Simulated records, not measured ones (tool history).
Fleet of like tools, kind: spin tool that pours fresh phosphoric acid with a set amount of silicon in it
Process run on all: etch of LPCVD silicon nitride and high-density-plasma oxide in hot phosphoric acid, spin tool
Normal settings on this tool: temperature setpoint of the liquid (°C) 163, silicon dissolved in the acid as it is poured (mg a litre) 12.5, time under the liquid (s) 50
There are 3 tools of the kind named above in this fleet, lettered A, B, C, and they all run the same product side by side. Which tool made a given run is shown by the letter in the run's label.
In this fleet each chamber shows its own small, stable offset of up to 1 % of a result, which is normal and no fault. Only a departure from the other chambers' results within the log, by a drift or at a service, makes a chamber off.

run   hour  temperature setpoint of the liquid (°C)  silicon dissolved in the acid as it is poured (mg a litre)  time under the liquid (s)  read-back film thickness of the LPCVD silicon nitride reference wafer, read on the same gauge (nm)  read-back film thickness of the high-density-plasma oxide reference wafer, read on the same gauge (nm)  thickness taken off the LPCVD silicon nitride on a monitor wafer (Å)  thickness taken off the high-density-plasma oxide on a monitor wafer (Å)
 1A    5.7                                      163                                                        12.5                         50                                                                                              150.03                                                                                                 100.000                                                                51.507                                                                   1.79510
 2B   14.1                                      163                                                        12.5                         50                                                                                              149.99                                                                                                  99.983                                                                50.537                                                                   1.65290
 3C   23.4                                      163                                                        12.5                         50                                                                                              149.98                                                                                                 100.000                                                                50.897                                                                   1.66880
 4C   34.9                                      163                                                        12.5                         50                                                                                              150.00                                                                                                 100.010                                                                50.692                                                                   1.79990
 5A   40.6                                      163                                                        12.5                         50                                                                                              150.01                                                                                                  99.987                                                                51.178                                                                   2.11060
 6B   51.6                                      163                                                        12.5                         50                                                                                              150.00                                                                                                  99.999                                                                50.422                                                                   2.10880
 7C   63.2                                      163                                                        12.5                         50                                                                                              150.01                                                                                                 100.030                                                                50.555                                                                   1.76450
 8B   72.6                                      163                                                        12.5                         50                                                                                              149.99                                                                                                 100.020                                                                50.737                                                                   2.24880
 9A   80.6                                      163                                                        12.5                         50                                                                                              150.01                                                                                                  99.996                                                                51.397                                                                   1.53000
10C   89.2                                      163                                                        12.5                         50                                                                                              150.01                                                                                                 100.010                                                                50.581                                                                   2.03710
11A   95.3                                      163                                                        12.5                         50                                                                                              149.98                                                                                                 100.010                                                                51.424                                                                   1.55620
12B  102.9                                      163                                                        12.5                         50                                                                                              149.97                                                                                                 100.000                                                                50.909                                                                   2.03350
13A  111.3                                      163                                                         5.0                         50                                                                                              150.01                                                                                                 100.000                                                                51.114                                                                   2.49240
14C  122.9                                      163                                                         5.0                         50                                                                                              150.00                                                                                                 100.040                                                                51.011                                                                   1.81910
15B  135.1                                      163                                                         5.0                         50                                                                                              149.97                                                                                                  99.985                                                                50.076                                                                   2.03220
16A  142.1                                      163                                                        12.5                         50                                                                                              149.99                                                                                                 100.000                                                                50.918                                                                   1.66220
17B  150.6                                      163                                                        17.0                         50                                                                                              150.01                                                                                                 100.020                                                                50.561                                                                   1.56520
18C  156.7                                      163                                                        17.0                         50                                                                                              149.98                                                                                                 100.020                                                                51.717                                                                   1.38250
     165.2  -- chamber C: thermometer replaced
19A  167.0                                      163                                                        17.0                         50                                                                                              150.01                                                                                                 100.020                                                                51.822                                                                   2.25530
20B  177.5                                      163                                                        12.5                         50                                                                                              150.01                                                                                                  99.993                                                                50.423                                                                   1.70370
21C  183.3                                      163                                                        12.5                         50                                                                                              150.02                                                                                                  99.999                                                                51.012                                                                   2.25230
22C  192.4                                      163                                                        19.0                         70                                                                                              149.98                                                                                                  99.997                                                                71.689                                                                   2.29580
23A  201.2                                      163                                                        19.0                         70                                                                                              150.01                                                                                                  99.999                                                                72.185                                                                   2.26480
24B  210.6                                      163                                                        19.0                         70                                                                                              150.02                                                                                                 100.000                                                                71.196                                                                   1.27030
25B  217.6                                      163                                                        12.5                         50                                                                                              149.99                                                                                                 100.030                                                                50.623                                                                   1.97600
26A  223.5                                      163                                                         3.0                         60                                                                                              149.98                                                                                                  99.986                                                                61.027                                                                   3.20630
27C  233.1                                      163                                                         3.0                         60                                                                                              150.00                                                                                                  99.999                                                                61.711                                                                   2.54720
28A  243.8                                      163                                                         3.0                         60                                                                                              150.03                                                                                                  99.988                                                                61.517                                                                   3.14640
29B  254.1                                      163                                                        12.5                         50                                                                                              149.99                                                                                                  99.980                                                                50.193                                                                   1.95490
30C  266.8                                      162                                                         8.0                         50                                                                                              150.00                                                                                                 100.000                                                                50.007                                                                   1.83350
31A  278.2                                      162                                                         8.0                         50                                                                                              149.98                                                                                                 100.020                                                                49.658                                                                   1.76010
32C  290.9                                      162                                                         8.0                         50                                                                                              149.99                                                                                                 100.010                                                                48.866                                                                   2.00120
33B  300.1                                      163                                                        12.5                         50                                                                                              149.99                                                                                                  99.981                                                                50.602                                                                   1.53440
34C  310.7                                      163                                                        12.5                         50                                                                                              149.99                                                                                                  99.963                                                                50.454                                                                   1.94990
35A  323.2                                      163                                                        12.5                         50                                                                                              150.00                                                                                                  99.989                                                                51.092                                                                   1.99580
36B  331.2                                      163                                                        12.5                         50                                                                                              150.00                                                                                                 100.030                                                                50.038                                                                   1.98270
37B  341.4                                      163                                                        12.5                         20                                                                                              150.00                                                                                                 100.010                                                                20.266                                                                   0.50972
38A  347.7                                      163                                                        12.5                         20                                                                                              150.00                                                                                                 100.010                                                                20.323                                                                   0.72128
39C  356.5                                      163                                                        12.5                         20                                                                                              150.00                                                                                                  99.997                                                                20.361                                                                   0.86588
40C  365.3                                      163                                                        12.5                         50                                                                                              149.97                                                                                                 100.030                                                                51.538                                                                   1.79630
41B  375.8                                      163                                                        12.5                         50                                                                                              150.00                                                                                                  99.982                                                                50.922                                                                   1.25720

Next, every chamber runs the same settings. What will each give?
42A  385.0                                      163                                                         7.5                         50                                                                                                                                                                                                                                                                                 ?                                                                         ?
42B  385.0                                      163                                                         7.5                         50                                                                                                                                                                                                                                                                                 ?                                                                         ?
42C  385.0                                      163                                                         7.5                         50                                                                                                                                                                                                                                                                                 ?                                                                         ?

run  thickness taken off the LPCVD silicon nitride on a monitor wafer (Å)  thickness taken off the high-density-plasma oxide on a monitor wafer (Å)
42A                                                                51.258                                                                   1.71920
42B                                                                50.856                                                                   1.94230
42C                                                                51.211                                                                   1.94870
